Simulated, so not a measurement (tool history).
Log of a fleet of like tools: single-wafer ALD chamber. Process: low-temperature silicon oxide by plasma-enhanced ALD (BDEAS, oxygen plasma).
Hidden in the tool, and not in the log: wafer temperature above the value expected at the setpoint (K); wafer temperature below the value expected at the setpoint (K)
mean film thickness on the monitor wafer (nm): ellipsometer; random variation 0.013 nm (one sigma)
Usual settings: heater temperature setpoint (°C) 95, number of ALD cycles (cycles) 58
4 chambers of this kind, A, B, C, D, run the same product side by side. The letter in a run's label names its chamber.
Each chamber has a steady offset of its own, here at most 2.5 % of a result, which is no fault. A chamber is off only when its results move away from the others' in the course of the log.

| run | hour | heater temperature setpoint (°C) | number of ALD cycles (cycles) | hours since the last thermocouple change | read-back reference wafer on the same gauge, thickness_nm | mean film thickness on the monitor wafer (nm) |
|---|---|---|---|---|---|---|
| 1D | 4.5 | 95 | 58 | 1185.0 | 7.1693 | 8.4661 |
| 2B | 6.8 | 95 | 58 | 879.7 | 7.1740 | 8.4321 |
| 3C | 10.2 | 95 | 58 | 195.0 | 7.1734 | 8.2695 |
| 4A | 12.8 | 95 | 58 | 1188.7 | 7.1739 | 8.4285 |
| 5D | 16.5 | 95 | 58 | 1197.0 | 7.1760 | 8.4636 |
| 6B | 21.5 | 95 | 58 | 894.4 | 7.1800 | 8.4505 |
| 7A | 26.5 | 95 | 58 | 1202.4 | 7.1820 | 8.4026 |
| 8C | 29.0 | 95 | 58 | 213.8 | 7.1805 | 8.2581 |
| 9B | 33.3 | 95 | 58 | 906.2 | 7.1820 | 8.4466 |
| 10A | 37.6 | 95 | 58 | 1213.5 | 7.1838 | 8.4171 |
| 11D | 40.3 | 95 | 58 | 1220.8 | 7.1840 | 8.4746 |
| 12C | 43.4 | 95 | 58 | 228.2 | 7.1849 | 8.2631 |
| 13B | 46.5 | 95 | 58 | 919.4 | 7.1863 | 8.4490 |
| 14D | 49.2 | 95 | 58 | 1229.7 | 7.1902 | 8.5096 |
| 15C | 52.1 | 95 | 58 | 236.9 | 7.1894 | 8.2571 |
| 16A | 57.0 | 95 | 58 | 1232.9 | 7.1949 | 8.4284 |
| 17A | 60.2 | 95 | 58 | 1236.1 | 7.1915 | 8.4250 |
| 18B | 64.5 | 95 | 58 | 937.4 | 7.1931 | 8.4671 |
| 19C | 67.1 | 95 | 58 | 251.9 | 7.1931 | 8.2908 |
| 20D | 69.6 | 95 | 58 | 1250.1 | 7.1963 | 8.4717 |
| 21B | 74.6 | 95 | 58 | 947.5 | 7.1960 | 8.4430 |
| 22C | 77.6 | 95 | 58 | 262.4 | 7.1985 | 8.2881 |
| 23A | 80.0 | 95 | 58 | 1255.9 | 7.1989 | 8.4313 |
| 24D | 84.1 | 101 | 50 | 1264.6 | 7.1980 | 7.1880 |
| 25D | 88.8 | 101 | 50 | 1269.3 | 7.2009 | 7.2034 |
| 26B | 92.7 | 101 | 50 | 965.6 | 7.2020 | 7.1535 |
| 27A | 97.4 | 101 | 50 | 1273.3 | 7.2072 | 7.1243 |
| 28C | 100.5 | 95 | 58 | 285.3 | 7.2071 | 8.2932 |
| 29D | 103.3 | 95 | 58 | 1283.8 | 7.2108 | 8.5104 |
| 30C | 108.2 | 95 | 58 | 293.0 | 7.2081 | 8.2900 |
| 31A | 111.1 | 95 | 58 | 1287.0 | 7.2106 | 8.4255 |
| 32B | 114.9 | 95 | 58 | 987.8 | 7.2116 | 8.4788 |
| 33B | 119.6 | 95 | 58 | 992.5 | 7.2137 | 8.4760 |

All 4 chambers run these settings next. Forecast each chamber's results:
| 34A | 123.2 | 95 | 58 |  |  | ? |
| 34B | 123.2 | 95 | 58 |  |  | ? |
| 34C | 123.2 | 95 | 58 |  |  | ? |
| 34D | 123.2 | 95 | 58 |  |  | ? |

| run | mean film thickness on the monitor wafer (nm) |
|---|---|
| 34A | 8.4462 |
| 34B | 8.4815 |
| 34C | 8.2901 |
| 34D | 8.5500 |

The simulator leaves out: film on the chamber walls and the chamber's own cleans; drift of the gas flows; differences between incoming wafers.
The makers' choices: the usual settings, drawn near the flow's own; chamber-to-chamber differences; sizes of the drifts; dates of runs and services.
